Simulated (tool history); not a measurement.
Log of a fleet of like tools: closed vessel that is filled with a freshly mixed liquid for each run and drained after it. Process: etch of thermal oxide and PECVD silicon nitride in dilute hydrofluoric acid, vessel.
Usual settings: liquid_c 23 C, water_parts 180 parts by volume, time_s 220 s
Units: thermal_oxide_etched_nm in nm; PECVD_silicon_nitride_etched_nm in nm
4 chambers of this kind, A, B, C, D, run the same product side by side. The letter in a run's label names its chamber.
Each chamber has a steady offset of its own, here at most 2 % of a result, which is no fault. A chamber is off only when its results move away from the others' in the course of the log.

run	hour	liquid_c	water_parts	time_s	hours since the thermometer was replaced	hours since the hydrofluoric acid flow meter was replaced	read-back film thickness of the thermal oxide reference wafer, read on the same gauge (nm)	read-back film thickness of the PECVD silicon nitride reference wafer, read on the same gauge (nm)	thermal_oxide_etched_nm	PECVD_silicon_nitride_etched_nm
1A	3	23	180	220	1437.4	105.8	30.022	140	4.9115	2.4428
2D	6.8	23	180	220	650.9	2147.2	30.008	140	4.9762	2.4015
3C	11.4	23	180	220	954.8	628.6	30.037	140.01	4.8236	2.493
4B	14	23	180	220	481.6	631.3	29.994	139.97	4.9988	2.4528
5D	16.6	23	180	220	660.7	2157	30.007	140.02	5.0617	2.3923
6C	20.7	23	180	220	964.1	637.9	29.992	139.97	4.8414	2.4792
7A	24.2	23	180	220	1458.6	127	29.991	140.07	4.9879	2.4377
8B	28.7	19	180	220	496.3	646	29.982	140	4.2772	1.9569
9B	31.3	19	180	220	498.9	648.6	29.986	139.98	4.2609	1.8804
10A	34.6	19	180	220	1469	137.4	30.003	140	4.1746	1.8816
11D	37.3	19	180	220	681.4	2177.7	30.005	140	4.2784	1.867
12C	39.9	23	180	220	983.3	657.1	29.986	140.02	4.8915	2.4203
13B	43.8	23	180	220	511.4	661.1	29.985	140	4.9255	2.4816
14C	46.5	23	180	220	989.9	663.7	29.977	140.01	4.8741	2.4517
15D	50	23	180	220	694.1	2190.4	29.969	139.99	4.9619	2.3697
16A	52.3	23	180	220	1486.7	155.1	30.003	140.03	4.9856	2.4497
17A	55.2	23	180	220	1489.6	158	30.012	140.04	4.9166	2.4307
18C	58.3	23	180	220	1001.7	675.5	30.009	139.99	4.9043	2.441
19B	62.2	23	180	220	529.8	679.5	30.004	140.02	4.8546	2.3841
20D	64.8	23	180	220	708.9	2205.2	29.984	139.97	5.0195	2.3984
21D	69.3	23	180	220	713.4	2209.7	29.98	140.03	5.0534	2.4288
22C	73.1	23	180	220	1016.5	690.3	29.999	140	4.8381	2.4185
23B	76.7	23	180	220	544.3	694	29.995	139.96	4.8125	2.3399
24A	81	23	180	220	1515.4	183.8	29.994	139.99	4.9843	2.4602
25A	85.1	23	180	220	1519.5	187.9	29.987	140.03	5.0194	2.3887
26D	88.3	23	180	220	732.4	2228.7	30.016	139.99	5.0054	2.3951
27B	91.3	19	180	220	558.9	708.6	29.999	140	4.0817	1.7432
28C	93.6	19	180	220	1037	710.8	30.022	139.98	4.1975	1.8707
29C	97.6	19	180	220	1041	714.8	30	139.96	4.2123	1.9354
30D	101.9	19	180	220	746	2242.3	29.994	140.02	4.3151	1.8044
31A	104.5	23	180	220	1538.9	207.3	29.997	140.01	4.9215	2.4727
32B	106.5	23	180	220	574.1	723.8	29.992	139.97	4.73	2.2913
33A	110	25	180	170	1544.4	212.8	29.996	140.03	4.1839	2.1682
34C	112.9	25	180	170	1056.3	730.1	29.984	140	4.0557	2.1333
35D	115.6	25	180	170	759.7	2256	29.991	140.01	4.155	2.1653
36B	118	25	180	170	585.6	735.3	30.022	139.99	3.85	1.9224
37C	121	23	180	220	1064.4	738.2	30.013	140.02	4.9505	2.4569

What goes on in this fleet: one chamber off, a drifting gauge, or nothing beyond the chambers' own small offsets? Name the chamber and the cause, if any.

Chamber B drifts away from the others.
Cause: liquid colder than its thermometer reads (K) = 1.73.

Here are 4 candidates for chamber B's next run, each the usual settings with a change, their results left as question marks. Which one brings its results back in line with what the others give on the usual settings?
In line means no further than this from the other chambers' mean on the usual settings: thermal_oxide_etched_nm 0.13 nm; PECVD_silicon_nitride_etched_nm 0.11 nm
38B-1	124.3	22.5	175	215					?	?
38B-2	124.3	24.5	190	235					?	?
38B-3	124.3	23.5	185	225					?	?
38B-4	124.3	21.5	170	205					?	?

The other chambers' mean on the usual settings: thermal_oxide_etched_nm 4.9478 nm; PECVD_silicon_nitride_etched_nm 2.4398 nm
run	thermal_oxide_etched_nm	PECVD_silicon_nitride_etched_nm
38B-1	4.6193	2.1315
38B-2	4.9373	2.443
38B-3	4.7019	2.2538
38B-4	4.3854	1.9593
38B-2 brings the chamber back in line.
